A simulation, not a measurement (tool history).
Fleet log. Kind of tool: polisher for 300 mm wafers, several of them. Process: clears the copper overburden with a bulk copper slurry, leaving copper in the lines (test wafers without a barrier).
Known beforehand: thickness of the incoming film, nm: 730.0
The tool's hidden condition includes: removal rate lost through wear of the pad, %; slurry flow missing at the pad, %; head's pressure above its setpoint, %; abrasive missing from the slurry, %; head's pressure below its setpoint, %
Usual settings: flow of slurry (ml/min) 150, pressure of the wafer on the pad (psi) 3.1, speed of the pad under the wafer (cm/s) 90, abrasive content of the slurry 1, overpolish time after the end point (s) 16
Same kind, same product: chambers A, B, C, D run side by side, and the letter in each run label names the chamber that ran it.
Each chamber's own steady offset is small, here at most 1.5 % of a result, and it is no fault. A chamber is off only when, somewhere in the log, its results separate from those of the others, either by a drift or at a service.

run   hour  flow of slurry (ml/min)  pressure of the wafer on the pad (psi)  speed of the pad under the wafer (cm/s)  abrasive content of the slurry  overpolish time after the end point (s)  wafers polished on this pad  hours since the slurry nozzle was cleaned  hours since the head pressure was calibrated  hours since the slurry blender was calibrated  time until the end point was called (s)  dishing of a wide line in a test structure (angstrom)
 1A    5.9                      150                                     3.1                                       90                               1                                       16                          466                                      104.5                                         748.3                                          147.5                                   78.273                                                 860.87
 2D     12                      150                                     3.1                                       90                               1                                       16                          342                                      360.9                                         608.2                                           18.5                                    77.19                                                 846.71
 3B   17.3                      150                                     3.1                                       90                               1                                       16                          899                                      233.9                                         224.3                                          119.2                                   78.935                                                 863.96
 4C     22                      150                                     3.1                                       90                               1                                       16                         1127                                        758                                         100.6                                          178.4                                   77.044                                                 849.95
 5A   27.8                      150                                     3.1                                       90                               1                                       16                          591                                      126.4                                         770.2                                          169.4                                   77.145                                                 859.89
 6D   31.4                      150                                     3.1                                       90                               1                                       16                          453                                      380.3                                         627.6                                           37.9                                   77.808                                                 874.07
      33.5  -- chamber D: worn pad replaced by a new one
 7C   34.2                      150                                     3.1                                       90                               1                                       16                         1197                                      770.2                                         112.8                                          190.6                                   76.057                                                 855.79
      34.3  -- chamber A: worn pad replaced by a new one
      35.5  -- chamber A: slurry blender recalibrated
 8B   37.4                      150                                     3.1                                       90                               1                                       16                         1013                                        254                                         244.4                                          139.3                                   76.812                                                 849.22
 9B   40.3                      150                                     3.1                                       90                               1                                       16                         1029                                      256.9                                         247.3                                          142.2                                    77.89                                                 864.34
      40.8  -- chamber C: worn pad replaced by a new one
10C   45.3                      150                                     3.1                                       90                               1                                       16                           25                                      781.3                                         123.9                                          201.7                                   78.822                                                 861.44
      48.2  -- chamber C: slurry nozzle cleaned
11A   48.4                      150                                     3.1                                       90                               1                                       16                           80                                        147                                         790.8                                             13                                   77.188                                                 835.67
12D   51.6                      150                                     3.1                                       90                               1                                       16                          103                                      400.5                                         647.8                                           58.1                                     77.2                                                 845.98
13B   54.8                      150                                     3.1                                       90                               1                                       16                         1112                                      271.4                                         261.8                                          156.7                                   77.099                                                 863.43
      56.9  -- chamber B: worn pad replaced by a new one
14A     59                      150                                     3.1                                       90                               1                                       16                          140                                      157.6                                         801.4                                           23.6                                   79.061                                                 829.46
15C   61.7                      110                                     3.1                                       90                               1                                       16                          119                                       13.6                                         140.3                                          218.1                                   81.135                                                 820.22
16D   65.9                      110                                     3.1                                       90                               1                                       16                          184                                      414.8                                         662.1                                           72.4                                   82.122                                                  803.4
17A   68.8                      110                                     3.1                                       90                               1                                       16                          196                                      167.4                                         811.2                                           33.4                                   83.361                                                 782.78
18B   73.7                      110                                     3.1                                       90                               1                                       16                           96                                      290.3                                         280.7                                          175.6                                   81.844                                                  805.6
19D   79.5                      150                                     3.1                                       90                               1                                       16                          261                                      428.4                                         675.7                                             86                                   75.734                                                  841.1
20C   82.7                      150                                     3.1                                       90                               1                                       16                          238                                       34.6                                         161.3                                          239.1                                   80.489                                                 820.55
21C   86.8                      150                                     3.1                                       90                               1                                       16                          262                                       38.7                                         165.4                                          243.2                                   76.595                                                 852.14
22B   92.2                      150                                     3.1                                       90                               1                                       16                          201                                      308.8                                         299.2                                          194.1                                   77.226                                                 855.39
23D   97.8                      150                                     3.1                                       90                               1                                       16                          366                                      446.7                                           694                                          104.3                                   79.119                                                 876.94
24A  102.9                      150                                     3.1                                       90                               1                                       16                          390                                      201.5                                         845.3                                           67.5                                   83.321                                                 812.93
25A  108.6                      150                                     3.1                                       90                               1                                       16                          423                                      207.2                                           851                                           73.2                                   83.025                                                 801.66
26B  114.4                      150                                     3.1                                       90                               1                                       16                          327                                        331                                         321.4                                          216.3                                   79.103                                                 848.22
     120.1  -- chamber D: worn pad replaced by a new one
27C  120.1                      150                                     3.1                                       90                               1                                       16                          451                                         72                                         198.7                                          276.5                                     77.4                                                 850.04
28D  125.2                      110                                     3.1                                       90                               1                                       16                           29                                      474.1                                         721.4                                          131.7                                   84.503                                                 811.86

Next, all 4 chambers run the settings below, one line each with question marks for the results. What does each chamber give?
29A  129.7                      150                                     3.1                                       90                               1                                       10                                                                                                                                                                                                             ?                                                      ?
29B  129.7                      150                                     3.1                                       90                               1                                       10                                                                                                                                                                                                             ?                                                      ?
29C  129.7                      150                                     3.1                                       90                               1                                       10                                                                                                                                                                                                             ?                                                      ?
29D  129.7                      150                                     3.1                                       90                               1                                       10                                                                                                                                                                                                             ?                                                      ?

run  time until the end point was called (s)  dishing of a wide line in a test structure (angstrom)
29A                                   83.574                                                 552.09
29B                                   78.536                                                 616.42
29C                                   79.212                                                 609.03
29D                                   78.027                                                 599.73
